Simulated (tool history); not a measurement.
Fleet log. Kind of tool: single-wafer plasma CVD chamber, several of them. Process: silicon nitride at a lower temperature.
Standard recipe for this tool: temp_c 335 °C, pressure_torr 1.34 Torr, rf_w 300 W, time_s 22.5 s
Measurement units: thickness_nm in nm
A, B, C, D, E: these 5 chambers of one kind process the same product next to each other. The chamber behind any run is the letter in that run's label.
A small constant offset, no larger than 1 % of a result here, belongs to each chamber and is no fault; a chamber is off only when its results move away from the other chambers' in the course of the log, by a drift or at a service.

| run | hour | temp_c | pressure_torr | rf_w | time_s | read-back reference wafer on the same gauge, thickness_nm | thickness_nm |
|---|---|---|---|---|---|---|---|
| 1A | 6.7 | 335 | 1.34 | 300 | 22.5 | 24.891 | 25.229 |
| 2B | 13.8 | 335 | 1.34 | 300 | 22.5 | 24.9 | 25.504 |
| 3C | 21.2 | 335 | 1.34 | 300 | 22.5 | 24.892 | 25.381 |
| 4E | 28.5 | 335 | 1.34 | 300 | 22.5 | 24.89 | 25.507 |
| 5D | 34.1 | 335 | 1.34 | 300 | 22.5 | 24.888 | 25.281 |
| 6A | 42 | 335 | 1.34 | 300 | 22.5 | 24.879 | 25.221 |
| 7E | 48.6 | 335 | 1.34 | 340 | 22.5 | 24.882 | 27.788 |
| 8C | 53.6 | 335 | 1.34 | 340 | 22.5 | 24.867 | 27.638 |
| 9B | 61.1 | 335 | 1.34 | 340 | 22.5 | 24.863 | 27.758 |
| 10D | 70 | 335 | 1.34 | 340 | 22.5 | 24.863 | 27.506 |
| 11E | 79.1 | 335 | 1.34 | 340 | 22.5 | 24.861 | 27.702 |
|  | 85.3 | chamber A: capacitance manometer re-zeroed and calibrated |
| 12C | 85.3 | 327 | 1.34 | 335 | 22.5 | 24.86 | 27.347 |
| 13D | 89.7 | 327 | 1.34 | 335 | 22.5 | 24.858 | 27.32 |
| 14B | 97.8 | 327 | 1.34 | 335 | 22.5 | 24.854 | 27.547 |
| 15A | 106.2 | 327 | 1.34 | 335 | 22.5 | 24.845 | 27.218 |
| 16A | 112.8 | 327 | 1.34 | 335 | 22.5 | 24.846 | 27.188 |
| 17C | 121.9 | 335 | 1.34 | 300 | 22.5 | 24.837 | 25.334 |
| 18D | 130.3 | 335 | 1.34 | 300 | 22.5 | 24.834 | 25.234 |
| 19B | 136.4 | 335 | 1.34 | 300 | 22.5 | 24.838 | 25.432 |
| 20E | 141.7 | 335 | 1.34 | 300 | 22.5 | 24.838 | 25.491 |
| 21A | 147.2 | 335 | 1.34 | 300 | 22.5 | 24.833 | 25.145 |
| 22D | 153.2 | 335 | 1.34 | 300 | 22.5 | 24.83 | 25.285 |
| 23B | 162.2 | 335 | 1.34 | 300 | 22.5 | 24.83 | 25.471 |
| 24C | 170 | 335 | 1.34 | 300 | 22.5 | 24.823 | 25.359 |
| 25E | 174 | 335 | 1.34 | 300 | 22.5 | 24.812 | 25.485 |
| 26E | 181.7 | 335 | 1.34 | 300 | 22.5 | 24.821 | 25.422 |
| 27D | 188 | 335 | 1.34 | 300 | 22.5 | 24.813 | 25.206 |
| 28C | 196.9 | 335 | 1.34 | 300 | 22.5 | 24.798 | 25.362 |
| 29A | 205.3 | 335 | 1.34 | 300 | 22.5 | 24.807 | 25.165 |
| 30B | 211.7 | 335 | 1.34 | 300 | 22.5 | 24.802 | 25.451 |
| 31B | 220.9 | 335 | 1.34 | 300 | 22.5 | 24.796 | 25.404 |
| 32A | 225.4 | 335 | 1.34 | 300 | 22.5 | 24.787 | 25.072 |
| 33C | 232.7 | 335 | 1.34 | 300 | 22.5 | 24.788 | 25.298 |
| 34E | 238 | 325 | 1.34 | 345 | 22.5 | 24.789 | 27.958 |
| 35D | 245.7 | 325 | 1.34 | 345 | 22.5 | 24.782 | 27.777 |
| 36D | 250.3 | 325 | 1.34 | 345 | 22.5 | 24.777 | 27.779 |
| 37E | 255.7 | 325 | 1.34 | 345 | 22.5 | 24.78 | 27.971 |
| 38C | 264.6 | 325 | 1.34 | 345 | 22.5 | 24.776 | 27.865 |

For the next run the whole fleet of 5 chambers uses the same settings. Give each chamber's results:
| 39A | 271.2 | 348 | 1.34 | 300 | 22.5 |  | ? |
| 39B | 271.2 | 348 | 1.34 | 300 | 22.5 |  | ? |
| 39C | 271.2 | 348 | 1.34 | 300 | 22.5 |  | ? |
| 39D | 271.2 | 348 | 1.34 | 300 | 22.5 |  | ? |
| 39E | 271.2 | 348 | 1.34 | 300 | 22.5 |  | ? |

| run | thickness_nm |
|---|---|
| 39A | 24.986 |
| 39B | 25.292 |
| 39C | 25.151 |
| 39D | 25.008 |
| 39E | 25.229 |
